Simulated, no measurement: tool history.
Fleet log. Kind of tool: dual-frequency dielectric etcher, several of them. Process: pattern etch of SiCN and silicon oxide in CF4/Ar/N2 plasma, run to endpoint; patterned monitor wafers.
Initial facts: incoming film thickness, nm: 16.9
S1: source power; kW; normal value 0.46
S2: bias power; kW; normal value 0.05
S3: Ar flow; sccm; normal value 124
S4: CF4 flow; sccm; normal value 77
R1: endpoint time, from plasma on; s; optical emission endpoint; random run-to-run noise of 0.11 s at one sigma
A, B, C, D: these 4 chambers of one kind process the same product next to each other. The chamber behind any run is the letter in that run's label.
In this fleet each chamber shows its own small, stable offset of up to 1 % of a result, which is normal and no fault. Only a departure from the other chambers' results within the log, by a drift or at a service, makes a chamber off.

{"run": "1C", "day": 0.538, "S1": 0.46, "S2": 0.05, "S3": 124, "S4": 77, "R1": 21.986}
{"run": "2B", "day": 0.883, "S1": 0.46, "S2": 0.05, "S3": 124, "S4": 77, "R1": 22.313}
{"run": "3D", "day": 1.233, "S1": 0.46, "S2": 0.05, "S3": 124, "S4": 77, "R1": 21.907}
{"run": "4A", "day": 1.571, "S1": 0.46, "S2": 0.05, "S3": 124, "S4": 77, "R1": 22.136}
{"run": "5D", "day": 1.983, "S1": 0.46, "S2": 0.05, "S3": 124, "S4": 77, "R1": 21.834}
{"run": "6C", "day": 2.258, "S1": 0.46, "S2": 0.05, "S3": 124, "S4": 77, "R1": 22.276}
{"run": "7A", "day": 2.608, "S1": 0.46, "S2": 0.05, "S3": 124, "S4": 77, "R1": 22.208}
{"run": "8B", "day": 3.167, "S1": 0.46, "S2": 0.05, "S3": 124, "S4": 77, "R1": 22.33}
{"run": "9A", "day": 3.733, "S1": 0.46, "S2": 0.05, "S3": 124, "S4": 77, "R1": 22.307}
{"run": "10D", "day": 4.346, "S1": 0.46, "S2": 0.05, "S3": 137, "S4": 77, "R1": 22.332}
{"run": "11C", "day": 4.867, "S1": 0.46, "S2": 0.05, "S3": 137, "S4": 77, "R1": 22.504}
{"run": "12B", "day": 5.408, "S1": 0.46, "S2": 0.05, "S3": 137, "S4": 77, "R1": 22.563}
{"run": "13C", "day": 5.917, "S1": 0.46, "S2": 0.05, "S3": 137, "S4": 77, "R1": 22.237}
{"run": "14D", "day": 6.475, "S1": 0.46, "S2": 0.05, "S3": 124, "S4": 77, "R1": 21.942}
{"run": "15A", "day": 6.983, "S1": 0.46, "S2": 0.05, "S3": 124, "S4": 77, "R1": 22.235}
{"day": 7.275, "done": "chamber D: source power generator calibrated"}
{"run": "16B", "day": 7.529, "S1": 0.46, "S2": 0.05, "S3": 124, "S4": 77, "R1": 22.111}
{"run": "17C", "day": 7.875, "S1": 0.46, "S2": 0.05, "S3": 124, "S4": 77, "R1": 22.205}
{"run": "18B", "day": 8.333, "S1": 0.46, "S2": 0.05, "S3": 138, "S4": 77, "R1": 22.523}
{"day": 8.417, "done": "chamber A: Ar flow controller replaced"}
{"day": 8.421, "done": "chamber A: CF4 flow controller replaced"}
{"run": "19A", "day": 8.608, "S1": 0.46, "S2": 0.05, "S3": 138, "S4": 77, "R1": 22.366}
{"day": 8.858, "done": "chamber B: wet clean of the chamber"}
{"run": "20D", "day": 9.133, "S1": 0.46, "S2": 0.05, "S3": 138, "S4": 77, "R1": 22.29}
{"run": "21B", "day": 9.742, "S1": 0.46, "S2": 0.05, "S3": 138, "S4": 77, "R1": 22.957}
{"run": "22C", "day": 10.046, "S1": 0.46, "S2": 0.05, "S3": 124, "S4": 77, "R1": 21.976}
{"day": 10.371, "done": "chamber A: wet clean of the chamber"}
{"run": "23A", "day": 10.479, "S1": 0.46, "S2": 0.05, "S3": 124, "S4": 77, "R1": 22.211}
{"run": "24D", "day": 11.062, "S1": 0.46, "S2": 0.05, "S3": 124, "S4": 77, "R1": 21.952}
{"run": "25B", "day": 11.625, "S1": 0.46, "S2": 0.05, "S3": 124, "S4": 77, "R1": 22.121}
{"day": 11.721, "done": "chamber C: Ar flow controller replaced"}
{"run": "26C", "day": 11.958, "S1": 0.46, "S2": 0.05, "S3": 124, "S4": 77, "R1": 22.137}
{"run": "27D", "day": 12.246, "S1": 0.46, "S2": 0.05, "S3": 124, "S4": 77, "R1": 21.754}
{"run": "28A", "day": 12.696, "S1": 0.46, "S2": 0.05, "S3": 124, "S4": 77, "R1": 22.108}
{"run": "29B", "day": 13.238, "S1": 0.46, "S2": 0.05, "S3": 124, "S4": 77, "R1": 22.21}
{"run": "30D", "day": 13.642, "S1": 0.46, "S2": 0.05, "S3": 124, "S4": 77, "R1": 21.971}
{"run": "31C", "day": 14.2, "S1": 0.46, "S2": 0.05, "S3": 124, "S4": 77, "R1": 22.053}

All chambers now run identical settings, listed one chamber a line with results as question marks. What results will each chamber show?
{"run": "32A", "day": 14.642, "S1": 0.46, "S2": 0.05, "S3": 124, "S4": 77, "R1": "?"}
{"run": "32B", "day": 14.642, "S1": 0.46, "S2": 0.05, "S3": 124, "S4": 77, "R1": "?"}
{"run": "32C", "day": 14.642, "S1": 0.46, "S2": 0.05, "S3": 124, "S4": 77, "R1": "?"}
{"run": "32D", "day": 14.642, "S1": 0.46, "S2": 0.05, "S3": 124, "S4": 77, "R1": "?"}

run=32A R1=22.066
run=32B R1=22.15
run=32C R1=22.15
run=32D R1=21.979
